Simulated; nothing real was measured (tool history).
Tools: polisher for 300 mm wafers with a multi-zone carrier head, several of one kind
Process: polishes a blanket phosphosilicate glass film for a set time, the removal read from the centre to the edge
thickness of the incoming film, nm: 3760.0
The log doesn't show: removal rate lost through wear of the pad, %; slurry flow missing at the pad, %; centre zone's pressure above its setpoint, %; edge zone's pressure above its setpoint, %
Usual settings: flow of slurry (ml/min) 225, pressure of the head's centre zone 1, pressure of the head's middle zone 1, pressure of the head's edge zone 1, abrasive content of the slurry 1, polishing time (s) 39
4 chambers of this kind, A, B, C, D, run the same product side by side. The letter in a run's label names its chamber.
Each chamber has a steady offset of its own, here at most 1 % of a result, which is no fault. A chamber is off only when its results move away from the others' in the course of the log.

run     day  flow of slurry (ml/min)  pressure of the head's centre zone  pressure of the head's middle zone  pressure of the head's edge zone  abrasive content of the slurry  polishing time (s)  wafers polished on this pad  hours since the slurry nozzle was cleaned  hours since the centre zone pressure was calibrated  hours since the edge zone pressure was calibrated  film removed at the wafer's centre (nm)  film removed at mid-radius (nm)  film removed at the wafer's edge (nm)
 1A   0.533                      225                                   1                                   1                                 1                               1                  39                         1522                                      200.7                                                436.8                                              513.6                                   491.88                           498.77                                 489.66
      0.583  -- chamber A: worn pad replaced by a new one
 2B   0.954                      225                                   1                                   1                                 1                               1                  39                          722                                      334.6                                                 97.6                                              117.6                                   490.11                           493.96                                 498.69
 3C   1.458                      225                                   1                                   1                                 1                               1                  39                          669                                      737.5                                                148.2                                              415.3                                   506.09                           491.73                                 491.29
 4D   1.762                      225                                   1                                   1                                 1                               1                  39                          833                                       74.6                                               1006.5                                              196.7                                    494.8                           498.15                                 495.92
 5B   2.071                      225                                   1                                   1                                 1                               1                  39                         1095                                      361.4                                                124.4                                              144.4                                   493.57                           489.49                                 496.13
      2.204  -- chamber D: worn pad replaced by a new one
 6A    2.55                      225                                   1                                   1                                 1                               1                  39                          658                                      249.1                                                485.2                                                562                                   494.42                           494.15                                 488.63
 7C   2.979                      225                                   1                                   1                                 1                               1                  39                         1177                                        774                                                184.7                                              451.8                                   486.67                           488.65                                 505.73
      3.062  -- chamber C: worn pad replaced by a new one
 8D   3.317                      225                                   1                                   1                                 1                               1                  39                          371                                      111.9                                               1043.8                                                234                                   493.55                           495.18                                 497.35
 9D     3.7                      225                                   1                                   1                                 1                               1                  39                          500                                      121.1                                                 1053                                              243.2                                   496.62                           493.98                                 493.33
10B   4.092                      225                                   1                                   1                                 1                               1                  39                         1771                                      409.9                                                172.9                                              192.9                                   489.03                           478.95                                 486.21
11C   4.629                      225                                   1                                   1                                 1                               1                  39                          523                                      813.6                                                224.3                                              491.4                                   492.99                           492.72                                 495.41
      4.971  -- chamber A: worn pad replaced by a new one
12A   5.067                      225                                   1                                   1                                 1                               1                  39                           32                                      309.5                                                545.6                                              622.4                                   487.07                           491.29                                 504.48
      5.212  -- chamber D: worn pad replaced by a new one
13B   5.575                      225                                   1                                   1                                 1                               1                  39                         2266                                      445.5                                                208.5                                              228.5                                   477.27                           479.71                                 479.57
      5.804  -- chamber C: slurry nozzle cleaned
      5.946  -- chamber A: slurry nozzle cleaned
14C   6.167                      225                                   1                                   1                                 1                               1                  39                         1037                                        8.8                                                261.2                                              528.3                                   492.14                           488.99                                 495.28
15D   6.625                      225                                   1                                   1                                 1                               1                  39                          472                                      191.3                                               1123.2                                              313.4                                   495.16                           494.55                                 502.66
      6.892  -- chamber C: worn pad replaced by a new one
16A   6.954                      225                                   1                                   1                                 1                               1                  39                          663                                       24.3                                                590.9                                              667.7                                   497.76                           495.98                                 489.98
17C   7.467                      225                                   1                                   1                                 1                               1                  39                          193                                         40                                                292.4                                              559.5                                   498.74                           486.94                                 488.14
18D   7.912                      225                                   1                                   1                                 1                               1                  39                          902                                      222.2                                               1154.1                                              344.3                                   484.68                           485.67                                 502.53
      8.158  -- chamber D: worn pad replaced by a new one
19A   8.204                      225                                   1                                   1                                 1                               1                  39                         1080                                       54.3                                                620.9                                              697.7                                    492.8                           493.94                                 492.56
      8.492  -- chamber D: centre zone pressure recalibrated
20B   8.775                      225                                   1                                   1                                 1                               1                  39                         3335                                      522.3                                                285.3                                              305.3                                   458.22                           461.56                                 457.53
        8.9  -- chamber A: worn pad replaced by a new one
21A   9.062                      225                                   1                                   1                                 1                               1                  39                           54                                       74.9                                                641.5                                              718.3                                   492.56                           502.64                                  492.6
22C   9.688                      225                                   1                                   1                                 1                               1                  39                          935                                       93.3                                                345.7                                              612.8                                   495.17                           489.11                                 491.59
23B  10.142                      225                                 0.9                                   1                                 1                               1                  39                         3792                                      555.1                                                318.1                                              338.1                                   412.11                           457.89                                 463.57
24D  10.438                      225                                 0.9                                   1                                 1                               1                  39                          762                                      282.8                                                 46.8                                              404.9                                   452.47                            499.2                                 493.34
     10.471  -- chamber C: worn pad replaced by a new one
25C  10.858                      225                                 0.9                                   1                                 1                               1                  39                          130                                      121.4                                                373.8                                              640.9                                    444.1                           494.25                                 487.82
26B  11.262                      225                                 0.9                                   1                                 1                               1                  39                         4166                                        582                                                  345                                                365                                   408.82                           455.11                                 458.53

Next, every chamber runs the same settings. What will each give?
27A  11.733                      225                                   1                                   1                                 1                               1                  34                                                                                                                                                                                                                        ?                                ?                                      ?
27B  11.733                      225                                   1                                   1                                 1                               1                  34                                                                                                                                                                                                                        ?                                ?                                      ?
27C  11.733                      225                                   1                                   1                                 1                               1                  34                                                                                                                                                                                                                        ?                                ?                                      ?
27D  11.733                      225                                   1                                   1                                 1                               1                  34                                                                                                                                                                                                                        ?                                ?                                      ?

run  film removed at the wafer's centre (nm)  film removed at mid-radius (nm)  film removed at the wafer's edge (nm)
27A                                   435.44                           428.88                                 435.52
27B                                   390.75                           392.43                                 391.25
27C                                   429.38                           426.91                                 435.28
27D                                   431.61                           426.65                                 428.71
